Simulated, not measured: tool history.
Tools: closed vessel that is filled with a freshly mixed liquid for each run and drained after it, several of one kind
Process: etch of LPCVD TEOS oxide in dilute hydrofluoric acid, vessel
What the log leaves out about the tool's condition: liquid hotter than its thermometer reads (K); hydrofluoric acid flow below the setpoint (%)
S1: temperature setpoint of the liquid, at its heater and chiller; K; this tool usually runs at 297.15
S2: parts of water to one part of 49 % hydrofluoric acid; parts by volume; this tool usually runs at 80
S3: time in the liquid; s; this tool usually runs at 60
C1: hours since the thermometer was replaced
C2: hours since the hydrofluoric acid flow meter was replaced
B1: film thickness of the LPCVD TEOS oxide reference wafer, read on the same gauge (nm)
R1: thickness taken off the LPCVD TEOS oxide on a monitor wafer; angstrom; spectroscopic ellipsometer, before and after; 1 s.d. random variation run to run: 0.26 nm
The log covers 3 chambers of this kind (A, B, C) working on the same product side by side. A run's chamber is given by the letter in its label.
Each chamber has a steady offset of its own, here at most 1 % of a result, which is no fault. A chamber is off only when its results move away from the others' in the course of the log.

{"run": "1C", "day": 0.575, "S1": 297.15, "S2": 80, "S3": 60, "C1": 153.9, "C2": 370.1, "B1": 39.997, "R1": 296.52}
{"run": "2A", "day": 0.867, "S1": 297.15, "S2": 80, "S3": 60, "C1": 1052.7, "C2": 1919.1, "B1": 40.008, "R1": 296.47}
{"run": "3B", "day": 1.333, "S1": 297.15, "S2": 80, "S3": 60, "C1": 813.1, "C2": 1680.0, "B1": 40.063, "R1": 292.69}
{"run": "4B", "day": 1.771, "S1": 297.15, "S2": 80, "S3": 60, "C1": 823.6, "C2": 1690.5, "B1": 40.027, "R1": 294.32}
{"run": "5A", "day": 2.021, "S1": 297.15, "S2": 80, "S3": 60, "C1": 1080.4, "C2": 1946.8, "B1": 39.969, "R1": 300.76}
{"run": "6C", "day": 2.283, "S1": 297.15, "S2": 80, "S3": 60, "C1": 194.9, "C2": 411.1, "B1": 39.95, "R1": 293.56}
{"run": "7C", "day": 2.612, "S1": 297.15, "S2": 80, "S3": 60, "C1": 202.8, "C2": 419.0, "B1": 39.995, "R1": 298.47}
{"run": "8A", "day": 2.904, "S1": 297.15, "S2": 80, "S3": 60, "C1": 1101.6, "C2": 1968.0, "B1": 39.969, "R1": 302.11}
{"run": "9B", "day": 3.425, "S1": 297.15, "S2": 80, "S3": 60, "C1": 863.3, "C2": 1730.2, "B1": 39.974, "R1": 294.43}
{"run": "10A", "day": 3.988, "S1": 297.15, "S2": 80, "S3": 60, "C1": 1127.6, "C2": 1994.0, "B1": 39.984, "R1": 299.84}
{"run": "11C", "day": 4.396, "S1": 297.15, "S2": 80, "S3": 60, "C1": 245.6, "C2": 461.8, "B1": 39.991, "R1": 294.87}
{"run": "12B", "day": 4.808, "S1": 297.15, "S2": 80, "S3": 60, "C1": 896.5, "C2": 1763.4, "B1": 40.027, "R1": 296.37}
{"run": "13A", "day": 5.379, "S1": 297.15, "S2": 80, "S3": 60, "C1": 1161.0, "C2": 2027.4, "B1": 40.035, "R1": 309.18}
{"run": "14C", "day": 5.692, "S1": 297.15, "S2": 80, "S3": 60, "C1": 276.7, "C2": 492.9, "B1": 40.013, "R1": 293.26}
{"run": "15B", "day": 6.254, "S1": 297.15, "S2": 80, "S3": 60, "C1": 931.2, "C2": 1798.1, "B1": 40.033, "R1": 292.15}
{"run": "16B", "day": 6.625, "S1": 300.15, "S2": 105, "S3": 60, "C1": 940.1, "C2": 1807.0, "B1": 39.956, "R1": 249.71}
{"run": "17C", "day": 7.175, "S1": 300.15, "S2": 105, "S3": 60, "C1": 312.3, "C2": 528.5, "B1": 39.996, "R1": 243.92}
{"run": "18A", "day": 7.55, "S1": 300.15, "S2": 105, "S3": 60, "C1": 1213.1, "C2": 2079.5, "B1": 40.001, "R1": 261.05}
{"run": "19B", "day": 7.85, "S1": 293.15, "S2": 100, "S3": 60, "C1": 969.5, "C2": 1836.4, "B1": 39.989, "R1": 196.72}
{"run": "20A", "day": 8.371, "S1": 293.15, "S2": 100, "S3": 60, "C1": 1232.8, "C2": 2099.2, "B1": 39.975, "R1": 209.32}
{"run": "21C", "day": 8.812, "S1": 293.15, "S2": 100, "S3": 60, "C1": 351.6, "C2": 567.8, "B1": 39.98, "R1": 195.72}
{"run": "22A", "day": 9.092, "S1": 297.15, "S2": 80, "S3": 60, "C1": 1250.1, "C2": 2116.5, "B1": 39.962, "R1": 312.27}
{"run": "23B", "day": 9.508, "S1": 297.15, "S2": 80, "S3": 60, "C1": 1009.3, "C2": 1876.2, "B1": 40.015, "R1": 292.35}
{"run": "24C", "day": 10.008, "S1": 297.15, "S2": 80, "S3": 60, "C1": 380.3, "C2": 596.5, "B1": 40.0, "R1": 292.59}
{"run": "25B", "day": 10.479, "S1": 297.15, "S2": 80, "S3": 60, "C1": 1032.6, "C2": 1899.5, "B1": 40.035, "R1": 296.5}
{"run": "26A", "day": 10.896, "S1": 297.15, "S2": 80, "S3": 60, "C1": 1293.4, "C2": 2159.8, "B1": 40.042, "R1": 321.38}
{"run": "27C", "day": 11.25, "S1": 297.15, "S2": 80, "S3": 60, "C1": 410.1, "C2": 626.3, "B1": 39.993, "R1": 295.89}
{"run": "28A", "day": 11.554, "S1": 297.15, "S2": 80, "S3": 60, "C1": 1309.2, "C2": 2175.6, "B1": 40.021, "R1": 317.78}
{"run": "29B", "day": 11.933, "S1": 300.65, "S2": 80, "S3": 70, "C1": 1067.5, "C2": 1934.4, "B1": 39.952, "R1": 399.73}
{"run": "30C", "day": 12.238, "S1": 300.65, "S2": 80, "S3": 70, "C1": 433.8, "C2": 650.0, "B1": 39.991, "R1": 392.51}
{"run": "31C", "day": 12.538, "S1": 300.65, "S2": 80, "S3": 70, "C1": 441.0, "C2": 657.2, "B1": 40.004, "R1": 390.1}
{"run": "32A", "day": 13.079, "S1": 297.15, "S2": 80, "S3": 60, "C1": 1345.8, "C2": 2212.2, "B1": 40.016, "R1": 321.41}
{"run": "33B", "day": 13.438, "S1": 297.15, "S2": 80, "S3": 60, "C1": 1103.6, "C2": 1970.5, "B1": 39.965, "R1": 294.88}
{"run": "34C", "day": 13.75, "S1": 297.15, "S2": 80, "S3": 60, "C1": 470.1, "C2": 686.3, "B1": 40.025, "R1": 296.76}

All 3 chambers run these settings next. Forecast each chamber's results:
{"run": "35A", "day": 14.162, "S1": 294.65, "S2": 80, "S3": 60, "R1": "?"}
{"run": "35B", "day": 14.162, "S1": 294.65, "S2": 80, "S3": 60, "R1": "?"}
{"run": "35C", "day": 14.162, "S1": 294.65, "S2": 80, "S3": 60, "R1": "?"}

run=35A R1=297.64
run=35B R1=264.96
run=35C R1=267.70
